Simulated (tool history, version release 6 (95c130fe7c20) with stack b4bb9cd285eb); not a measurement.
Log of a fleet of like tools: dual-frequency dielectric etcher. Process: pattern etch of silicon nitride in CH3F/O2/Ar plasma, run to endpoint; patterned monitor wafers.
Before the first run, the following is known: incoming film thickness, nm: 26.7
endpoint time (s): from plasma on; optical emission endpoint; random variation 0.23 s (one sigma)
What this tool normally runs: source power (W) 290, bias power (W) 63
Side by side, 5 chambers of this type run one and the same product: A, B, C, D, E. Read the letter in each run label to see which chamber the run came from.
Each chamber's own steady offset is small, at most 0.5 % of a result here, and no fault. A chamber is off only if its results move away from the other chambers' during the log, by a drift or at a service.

run   hour  source power (W)  bias power (W)  hours since the last wet clean  hours since the last source power generator calibration  hours since the last bias power generator calibration  endpoint time (s)
 1A   11.6               290              63                           132.6                                                    778.7                                                 2357.7             45.407
 2D   21.3               290              63                           310.3                                                   1918.1                                                 2321.7             45.758
 3E   29.5               290              63                           577.7                                                   2734.1                                                 1382.1              45.68
 4C   37.4               290              63                           170.5                                                   1090.6                                                  499.9             45.769
 5B   50.3               290              63                            72.6                                                   2980.5                                                 3390.2             46.036
 6A   61.1               290              63                           182.1                                                    828.2                                                 2407.2               45.7
      64.8  -- chamber E: wet clean of the chamber
 7B   71.7               290              63                              94                                                   3001.9                                                 3411.6             45.661
 8E   80.7               290              63                            15.9                                                   2785.3                                                 1433.3             44.983
 9D   88.2               290              63                           377.2                                                     1985                                                 2388.6             45.791
10C  100.9               310              63                             234                                                   1154.1                                                  563.4             44.975
     101.4  -- chamber D: bias power generator calibrated
11C  114.4               310              63                           247.5                                                   1167.6                                                  576.9             45.054
12E    125               310              63                            60.2                                                   2829.6                                                 1477.6             44.415
13A  133.3               310              63                           254.3                                                    900.4                                                 2479.4             44.322
14D  143.2               310              63                           432.2                                                     2040                                                   41.8              44.47
15B  152.7               290              63                             175                                                   3082.9                                                 3492.6             45.624
16B  159.9               290              63                           182.2                                                   3090.1                                                 3499.8             45.612
17E  168.1               290              63                           103.3                                                   2872.7                                                 1520.7             45.579
18A  174.8               290              63                           295.8                                                    941.9                                                 2520.9             45.618
19C  184.8               290              63                           317.9                                                     1238                                                  647.3             45.678
20D  197.2               290              63                           486.2                                                     2094                                                   95.8             46.138
21B  207.5               290              63                           229.8                                                   3137.7                                                 3547.4             45.913
22C  220.7               290              63                           353.8                                                   1273.9                                                  683.2             45.831
23D  231.3               290              63                           520.3                                                   2128.1                                                  129.9             45.683
24E  242.5               290              63                           177.7                                                   2947.1                                                 1595.1              45.65
25A  255.9               290              63                           376.9                                                     1023                                                   2602             46.277
26E  267.7               290              63                           202.9                                                   2972.3                                                 1620.3             45.103
27B  274.7               290              63                             297                                                   3204.9                                                 3614.6             45.628
28C  284.6               290              63                           417.7                                                   1337.8                                                  747.1              45.42
29A    297               350              54                             418                                                   1064.1                                                 2643.1             45.484
30D  309.8               350              54                           598.8                                                   2206.6                                                  208.4             45.121
31C  316.3               350              54                           449.4                                                   1369.5                                                  778.8              44.82
32B  329.6               350              54                           351.9                                                   3259.8                                                 3669.5             44.691
     331.5  -- chamber D: wet clean of the chamber
33D  339.3               350              54                             7.8                                                   2236.1                                                  237.9             44.747
34E  352.2               290              63                           287.4                                                   3056.8                                                 1704.8             45.793
35A  360.5               290              63                           481.5                                                   1127.6                                                 2706.6             46.926
36D  373.2               290              63                            41.7                                                     2270                                                  271.8             45.419
     376.1  -- chamber C: wet clean of the chamber
37A  385.2               230              63                           506.2                                                   1152.3                                                 2731.3             51.598
38B  392.1               230              63                           414.4                                                   3322.3                                                   3732             50.067
     395.3  -- chamber A: bias power generator calibrated
39E  405.2               230              63                           340.4                                                   3109.8                                                 1757.8             49.563
40C  413.3               230              63                            37.3                                                   1466.5                                                  875.8             50.157
41A  420.5               230              63                           541.5                                                   1187.6                                                   25.3             51.482

For the next run the whole fleet of 5 chambers uses the same settings. Give each chamber's results:
42A  430.2               290              63                                                                                                                                                                  ?
42B  430.2               290              63                                                                                                                                                                  ?
42C  430.2               290              63                                                                                                                                                                  ?
42D  430.2               290              63                                                                                                                                                                  ?
42E  430.2               290              63                                                                                                                                                                  ?

run  endpoint time (s)
42A             47.739
42B             45.764
42C             45.431
42D             45.706
42E             45.066
